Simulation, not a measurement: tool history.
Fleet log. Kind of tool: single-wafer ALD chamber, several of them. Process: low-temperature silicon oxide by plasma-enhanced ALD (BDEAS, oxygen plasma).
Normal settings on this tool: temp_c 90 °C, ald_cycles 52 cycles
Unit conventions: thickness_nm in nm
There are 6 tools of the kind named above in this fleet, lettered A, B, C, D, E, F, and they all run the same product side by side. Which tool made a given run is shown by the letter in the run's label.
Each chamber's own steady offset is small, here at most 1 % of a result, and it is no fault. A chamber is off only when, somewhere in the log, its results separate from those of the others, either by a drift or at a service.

run	day	temp_c	ald_cycles	read-back reference wafer on the same gauge, thickness_nm	thickness_nm
1A	0.346	90	52	8.2018	7.7306
2E	0.767	90	52	8.203	7.6478
3B	1.217	90	52	8.2024	7.6302
4C	1.896	90	52	8.2065	7.6647
5D	2.525	90	52	8.2056	7.6972
6F	2.875	90	52	8.2047	7.646
7A	3.175	90	52	8.2049	7.732
8D	3.854	82	52	8.2051	7.9154
9C	4.525	82	52	8.2067	7.8891
# day 4.742: chamber A: thermocouple changed; heater temperature recalibrated
10F	5.042	82	52	8.2073	7.8594
11E	5.712	82	52	8.2076	7.8471
12B	6.379	82	52	8.2108	7.8606
13B	6.967	82	52	8.2118	7.8702
14D	7.367	90	52	8.2113	7.7029
15C	7.675	90	52	8.2125	7.6833
16A	8.333	90	52	8.2113	7.7414
17F	8.717	90	52	8.213	7.6475
18E	9.108	90	52	8.2142	7.6468
19E	9.558	90	52	8.2147	7.6501
20A	10.238	90	52	8.217	7.745
21D	10.846	90	52	8.2168	7.7211
22F	11.271	90	52	8.2179	7.6669
23C	11.733	90	52	8.2183	7.6892
24B	12.142	90	52	8.2184	7.6618
25E	12.783	90	52	8.2201	7.6615
26B	13.096	90	52	8.2213	7.6592
27C	13.771	90	52	8.2225	7.6841
28A	14.142	76	43	8.2224	6.7177
29D	14.583	76	43	8.2227	6.7029
30F	15.25	76	43	8.2257	6.6432
31A	15.875	76	43	8.2245	6.7191
32E	16.417	76	43	8.2261	6.6349
33F	17.008	76	43	8.2274	6.6512
34B	17.667	90	56	8.2254	8.2454
35D	18.346	90	56	8.2314	8.3229
36C	19.012	90	56	8.2303	8.2921
37C	19.342	90	56	8.2313	8.2993
38E	19.688	90	56	8.2312	8.2582
39F	20.196	90	56	8.2307	8.2489
40A	20.804	90	52	8.2326	7.7641
41D	21.162	90	52	8.2346	7.7308
42B	21.675	90	52	8.2351	7.6661
43F	22.329	90	52	8.2357	7.6793

Next, all 6 chambers run the settings below, one line each with question marks for the results. What does each chamber give?
44A	22.817	85	52		?
44B	22.817	85	52		?
44C	22.817	85	52		?
44D	22.817	85	52		?
44E	22.817	85	52		?
44F	22.817	85	52		?

run	thickness_nm
44A	7.8762
44B	7.8183
44C	7.8289
44D	7.8596
44E	7.8075
44F	7.799
